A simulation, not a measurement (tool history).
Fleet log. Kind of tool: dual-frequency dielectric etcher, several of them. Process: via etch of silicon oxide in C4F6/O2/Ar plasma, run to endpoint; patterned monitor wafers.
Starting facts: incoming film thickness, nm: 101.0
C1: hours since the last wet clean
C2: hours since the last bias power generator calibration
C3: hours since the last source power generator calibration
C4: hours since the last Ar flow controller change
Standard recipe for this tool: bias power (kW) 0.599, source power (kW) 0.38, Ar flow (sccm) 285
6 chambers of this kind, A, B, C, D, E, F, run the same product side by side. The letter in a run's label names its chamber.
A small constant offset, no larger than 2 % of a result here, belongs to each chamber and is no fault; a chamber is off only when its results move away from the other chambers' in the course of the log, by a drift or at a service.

Run 1A, hour 5.9: usual settings; C1 96.4; C2 1151; C3 988; C4 5412.3. Result: endpoint time (s) 20.973.
Run 2E, hour 14.8: usual settings; C1 426.6; C2 271.7; C3 1546; C4 1532.3. Result: endpoint time (s) 21.035.
Run 3C, hour 21.8: usual settings; C1 203.4; C2 673.8; C3 1640.3; C4 2064.3. Result: endpoint time (s) 21.164.
Run 4B, hour 26.1: usual settings; C1 160.7; C2 309.2; C3 801.2; C4 1933.3. Result: endpoint time (s) 21.116.
Run 5D, hour 34: usual settings; C1 67.4; C2 1132.7; C3 2066.6; C4 569.7. Result: endpoint time (s) 20.971.
Run 6F, hour 39.6: usual settings; C1 149.6; C2 2599.3; C3 1072.8; C4 983.6. Result: endpoint time (s) 20.7.
Run 7A, hour 48.8: usual settings; C1 139.3; C2 1193.9; C3 1030.9; C4 5455.2. Result: endpoint time (s) 21.105.
Run 8B, hour 56.2: usual settings; C1 190.8; C2 339.3; C3 831.3; C4 1963.4. Result: endpoint time (s) 21.124.
Run 9E, hour 62.5: usual settings; C1 474.3; C2 319.4; C3 1593.7; C4 1580. Result: endpoint time (s) 20.937.
Run 10F, hour 69.4: usual settings; C1 179.4; C2 2629.1; C3 1102.6; C4 1013.4. Result: endpoint time (s) 20.55.
Run 11D, hour 77.5: usual settings; C1 110.9; C2 1176.2; C3 2110.1; C4 613.2. Result: endpoint time (s) 21.047.
Run 12C, hour 83: usual settings; C1 264.6; C2 735; C3 1701.5; C4 2125.5. Result: endpoint time (s) 21.149.
Run 13A, hour 90.9: usual settings; C1 181.4; C2 1236; C3 1073; C4 5497.3. Result: endpoint time (s) 21.008.
Run 14E, hour 96.2: usual settings; C1 508; C2 353.1; C3 1627.4; C4 1613.7. Result: endpoint time (s) 21.031.
Run 15F, hour 102.8: usual settings; C1 212.8; C2 2662.5; C3 1136; C4 1046.8. Result: endpoint time (s) 20.716.
Run 16C, hour 107.1: usual settings; C1 288.7; C2 759.1; C3 1725.6; C4 2149.6. Result: endpoint time (s) 21.04.
At hour 112.4: chamber E: wet clean of the chamber.
Run 17D, hour 112.5: usual settings; C1 145.9; C2 1211.2; C3 2145.1; C4 648.2. Result: endpoint time (s) 21.069.
Run 18B, hour 118: usual settings; C1 252.6; C2 401.1; C3 893.1; C4 2025.2. Result: endpoint time (s) 20.878.
Run 19D, hour 125: usual settings; C1 158.4; C2 1223.7; C3 2157.6; C4 660.7. Result: endpoint time (s) 20.882.
Run 20A, hour 134.1: usual settings; C1 224.6; C2 1279.2; C3 1116.2; C4 5540.5. Result: endpoint time (s) 21.039.
Run 21E, hour 143.1: usual settings; C1 30.8; C2 400; C3 1674.3; C4 1660.6. Result: endpoint time (s) 21.091.
Run 22B, hour 152.5: usual settings; C1 287.1; C2 435.6; C3 927.6; C4 2059.7. Result: endpoint time (s) 20.858.
Run 23F, hour 160.2: usual settings; C1 270.2; C2 2719.9; C3 1193.4; C4 1104.2. Result: endpoint time (s) 20.615.
At hour 163.3: chamber C: wet clean of the chamber.
Run 24C, hour 166.3: usual settings; C1 3; C2 818.3; C3 1784.8; C4 2208.8. Result: endpoint time (s) 21.114.
At hour 171.8: chamber A: Ar flow controller replaced.
Run 25B, hour 172: usual settings; C1 306.6; C2 455.1; C3 947.1; C4 2079.2. Result: endpoint time (s) 20.834.
Run 26E, hour 178.5: usual settings; C1 66.2; C2 435.4; C3 1709.7; C4 1696. Result: endpoint time (s) 21.098.
Run 27A, hour 185.3: usual settings; C1 275.8; C2 1330.4; C3 1167.4; C4 13.5. Result: endpoint time (s) 21.072.
Run 28F, hour 192.3: usual settings; C1 302.3; C2 2752; C3 1225.5; C4 1136.3. Result: endpoint time (s) 20.752.
Run 29C, hour 198.7: usual settings; C1 35.4; C2 850.7; C3 1817.2; C4 2241.2. Result: endpoint time (s) 20.976.
Run 30D, hour 205.3: usual settings; C1 238.7; C2 1304; C3 2237.9; C4 741. Result: endpoint time (s) 21.048.
Run 31A, hour 211.1: usual settings; C1 301.6; C2 1356.2; C3 1193.2; C4 39.3. Result: endpoint time (s) 20.99.
Run 32C, hour 220.3: usual settings; C1 57; C2 872.3; C3 1838.8; C4 2262.8. Result: endpoint time (s) 21.048.
Run 33E, hour 224.9: usual settings; C1 112.6; C2 481.8; C3 1756.1; C4 1742.4. Result: endpoint time (s) 21.106.
Run 34B, hour 233.7: usual settings but source power (kW) 0.42; C1 368.3; C2 516.8; C3 1008.8; C4 2140.9. Result: endpoint time (s) 20.002.
At hour 237.4: chamber F: wet clean of the chamber.
Run 35D, hour 239.2: usual settings but source power (kW) 0.42; C1 272.6; C2 1337.9; C3 2271.8; C4 774.9. Result: endpoint time (s) 20.16.
Run 36F, hour 247.4: usual settings but source power (kW) 0.42; C1 10.1; C2 2807.1; C3 1280.6; C4 1191.4. Result: endpoint time (s) 19.882.
Run 37F, hour 253.2: usual settings but source power (kW) 0.42; C1 15.9; C2 2812.9; C3 1286.4; C4 1197.2. Result: endpoint time (s) 19.814.
Run 38E, hour 259.5: usual settings but source power (kW) 0.42; C1 147.2; C2 516.4; C3 1790.7; C4 1777. Result: endpoint time (s) 20.281.
Run 39C, hour 268.4: usual settings but source power (kW) 0.42; C1 105.1; C2 920.4; C3 1886.9; C4 2310.9. Result: endpoint time (s) 20.383.
Run 40A, hour 272.6: usual settings; C1 363.1; C2 1417.7; C3 1254.7; C4 100.8. Result: endpoint time (s) 20.959.
Run 41D, hour 280: usual settings; C1 313.4; C2 1378.7; C3 2312.6; C4 815.7. Result: endpoint time (s) 20.975.
Run 42B, hour 288.6: usual settings; C1 423.2; C2 571.7; C3 1063.7; C4 2195.8. Result: endpoint time (s) 20.524.

Next, every chamber runs the same settings. What will each give?
Run 43A, hour 295.3: usual settings. Result: endpoint time (s) ?.
Run 43B, hour 295.3: usual settings. Result: endpoint time (s) ?.
Run 43C, hour 295.3: usual settings. Result: endpoint time (s) ?.
Run 43D, hour 295.3: usual settings. Result: endpoint time (s) ?.
Run 43E, hour 295.3: usual settings. Result: endpoint time (s) ?.
Run 43F, hour 295.3: usual settings. Result: endpoint time (s) ?.

run  endpoint time (s)
43A              21.14
43B             20.581
43C             21.028
43D             20.847
43E             21.101
43F             20.764

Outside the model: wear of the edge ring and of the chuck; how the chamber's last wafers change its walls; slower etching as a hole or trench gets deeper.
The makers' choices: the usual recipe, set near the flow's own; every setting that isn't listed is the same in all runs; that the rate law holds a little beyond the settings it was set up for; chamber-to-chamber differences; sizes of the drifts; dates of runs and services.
